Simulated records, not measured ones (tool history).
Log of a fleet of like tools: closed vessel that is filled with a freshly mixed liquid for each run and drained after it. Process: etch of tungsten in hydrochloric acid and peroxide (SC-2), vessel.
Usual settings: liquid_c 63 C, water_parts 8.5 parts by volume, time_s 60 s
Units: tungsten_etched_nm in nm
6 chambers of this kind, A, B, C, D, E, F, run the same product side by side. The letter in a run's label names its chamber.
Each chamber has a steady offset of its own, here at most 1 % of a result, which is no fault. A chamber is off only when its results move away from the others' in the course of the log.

run   hour  liquid_c  water_parts  time_s  read-back film thickness of the tungsten reference wafer, read on the same gauge (nm)  tungsten_etched_nm
 1C   11.5        63          8.5      60                                                                                 100.04              22.909
 2F   22.4        63          8.5      60                                                                                 99.984              23.333
 3B   30.4        63          8.5      60                                                                                 100.04              22.746
 4E   40.4        63          8.5      60                                                                                 100.04              23.152
      50.5  -- chamber B: chemicals flow meter replaced
 5D   53.3        63          8.5      60                                                                                 99.978              22.822
      61.7  -- chamber D: new drum of peroxide connected
 6A   63.3        63          8.5      60                                                                                 99.988              22.883
 7E   71.6        63          8.5      60                                                                                 100.02              22.427
 8C   78.2        63          8.5      60                                                                                 99.971               22.75
 9D   86.9        63          8.5      60                                                                                 100.01              23.039
10B   94.6        63          8.5      60                                                                                 100.03              22.985
11F  104.6        63          8.5      90                                                                                 100.05              34.403
12A  111.4        63          8.5      90                                                                                 99.993              34.682
13D  123.4        63          8.5      90                                                                                 99.991              34.152
14A  129.8        63          8.5      90                                                                                 99.978               33.75
15F  136.7        63          8.5      90                                                                                 99.959              34.838
16C  145.3        63          8.5      90                                                                                 99.987              33.768
     150.3  -- chamber E: chemicals flow meter replaced
17E  159.1        63          8.5      60                                                                                 99.965              22.857
18B  165.7        63          8.5      60                                                                                 100.03              23.066
19A  174.3        63          8.5      60                                                                                 100.02              23.155
20E  185.5        63          8.5      60                                                                                 99.993              22.927
21B  192.5        63          8.5      60                                                                                 99.982              22.715
22D  205.1        63          8.5      60                                                                                 99.991              23.086
23F  212.2        63          8.5      60                                                                                 99.969              23.356
24C  223.9        63          8.5      60                                                                                  99.99              22.138
25D    232        63          8.5      60                                                                                 100.03              22.698
       236  -- chamber F: new drum of peroxide connected
26F  245.9        63          8.5      60                                                                                 99.981              23.462
27E  260.4        63          8.5      60                                                                                 99.996              22.778
28B    275        63          8.5      60                                                                                 100.04              22.701
29C  286.5        63          8.5      60                                                                                 100.06              21.958
30A  299.9        63          8.5      60                                                                                 99.944              23.454
     306.9  -- chamber A: new drum of peroxide connected
     311.9  -- chamber D: chemicals flow meter replaced
31D  312.3        63          8.5      60                                                                                 100.03              22.967
     314.6  -- chamber B: thermometer replaced
32F  323.5        63          8.5      60                                                                                 99.995              22.852
33B  331.2        63           12      30                                                                                 100.03              8.7709
     332.7  -- chamber D: thermometer replaced
     336.5  -- chamber A: chemicals flow meter replaced
34A    342        63           12      30                                                                                 100.01              8.5124
35C  352.5        63           12      30                                                                                 100.01              8.1308
36E  363.1        63           12      30                                                                                 99.964              8.5503
37D  374.7        63           12      30                                                                                 99.988              8.5805
38E  388.7        63           12      30                                                                                 100.02              8.5861
39F  402.7        63          8.5      60                                                                                 100.03              23.279
40B  409.2        63          8.5      60                                                                                 100.01              23.024
41A  416.9        70          8.5      60                                                                                 100.01              34.737

Is one chamber off against the others, does the gauge drift, or is nothing wrong? If a chamber is off, say which, and what the likeliest cause is.

Chamber C drifts away from the others.
Cause: chemicals flow below the setpoint (%) = 8.95.
The log may not tell that from: liquid colder than its thermometer reads (K); peroxide weaker than its label (%).

Here are 4 candidates for chamber C's next run, each the usual settings with a change, their results left as question marks. Which one brings its results back in line with what the others give on the usual settings?
In line means no further than this from the other chambers' mean on the usual settings: tungsten_etched_nm 0.67 nm
42C-1  427.4      62.5          8.5      60                                                                                                          ?
42C-2  427.4        62          8.5      60                                                                                                          ?
42C-3  427.4      63.5          8.5      60                                                                                                          ?
42C-4  427.4        63          8.5      65                                                                                                          ?

The other chambers' mean on the usual settings: tungsten_etched_nm 22.967 nm
  run  tungsten_etched_nm
42C-1              20.757
42C-2              20.124
42C-3              22.103
42C-4              23.206
42C-4 brings the chamber back in line.
